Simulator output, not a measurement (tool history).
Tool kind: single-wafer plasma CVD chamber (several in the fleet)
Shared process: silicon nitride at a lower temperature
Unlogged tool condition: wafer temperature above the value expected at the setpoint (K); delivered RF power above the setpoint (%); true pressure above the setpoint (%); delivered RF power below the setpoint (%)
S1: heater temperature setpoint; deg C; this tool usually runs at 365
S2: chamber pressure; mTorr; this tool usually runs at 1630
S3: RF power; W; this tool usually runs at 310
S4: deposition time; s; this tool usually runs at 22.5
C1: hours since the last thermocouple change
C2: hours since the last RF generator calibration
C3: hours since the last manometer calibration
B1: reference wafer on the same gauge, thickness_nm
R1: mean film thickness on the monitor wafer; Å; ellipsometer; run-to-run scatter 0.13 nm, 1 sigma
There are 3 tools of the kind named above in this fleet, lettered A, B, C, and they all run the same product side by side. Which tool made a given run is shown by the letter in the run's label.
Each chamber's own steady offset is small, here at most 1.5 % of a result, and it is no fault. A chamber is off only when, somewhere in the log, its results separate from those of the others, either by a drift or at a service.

run,hour,S1,S2,S3,S4,C1,C2,C3,B1,R1
1C,3.6,365,1630,310,22.5,1094.1,1060.6,239.8,31.584,267.19
2B,8.8,365,1630,310,22.5,793.8,1440,273.7,31.624,267.53
3A,14.2,365,1630,310,22.5,1257.1,1207.4,1069.7,31.579,269.62
4B,18.4,365,1630,310,22.5,803.4,1449.6,283.3,31.605,271
5A,22,365,1630,310,22.5,1264.9,1215.2,1077.5,31.589,273.27
6C,24.7,365,1630,310,22.5,1115.2,1081.7,260.9,31.62,266.96
7C,30.1,365,1630,310,22.5,1120.6,1087.1,266.3,31.613,267.01
8A,34.7,365,1630,310,22.5,1277.6,1227.9,1090.2,31.613,272.32
9B,39.1,365,1630,310,22.5,824.1,1470.3,304,31.583,269.71
10B,41.7,353,1630,310,22.5,826.7,1472.9,306.6,31.592,274.01
11A,46,353,1630,310,22.5,1288.9,1239.2,1101.5,31.561,273.05
12C,50.2,353,1630,310,22.5,1140.7,1107.2,286.4,31.595,269.56
13C,52.9,365,1630,310,22.5,1143.4,1109.9,289.1,31.639,268.94
14A,55.8,365,1630,310,22.5,1298.7,1249,1111.3,31.588,273.38
15B,58.7,365,1830,310,25.7,843.7,1489.9,323.6,31.638,317.19
16B,62.9,365,1830,310,25.7,847.9,1494.1,327.8,31.574,317.46
17C,67.2,365,1830,310,25.7,1157.7,1124.2,303.4,31.606,315.08
# hour 68: chamber B: RF generator calibrated
18A,69.8,365,1630,310,22.5,1312.7,1263,1125.3,31.6,271.15
19A,72.6,365,1630,360,22.5,1315.5,1265.8,1128.1,31.603,300.82
20B,78,365,1630,360,22.5,863,10,342.9,31.604,296.17
21C,81,365,1630,360,22.5,1171.5,1138,317.2,31.59,293.19
22B,86.7,365,1630,255,22.5,871.7,18.7,351.6,31.607,237.4
23C,90.6,365,1630,255,22.5,1181.1,1147.6,326.8,31.61,235.31
24A,93.8,365,1630,255,22.5,1336.7,1287,1149.3,31.617,238.51
25B,98,365,1630,310,22.5,883,30,362.9,31.606,267.43

Next, all 3 chambers run the settings below, one line each with question marks for the results. What does each chamber give?
26A,102.2,353,1630,310,22.5,,,,,?
26B,102.2,353,1630,310,22.5,,,,,?
26C,102.2,353,1630,310,22.5,,,,,?

run,R1
26A,275.37
26B,270.84
26C,269

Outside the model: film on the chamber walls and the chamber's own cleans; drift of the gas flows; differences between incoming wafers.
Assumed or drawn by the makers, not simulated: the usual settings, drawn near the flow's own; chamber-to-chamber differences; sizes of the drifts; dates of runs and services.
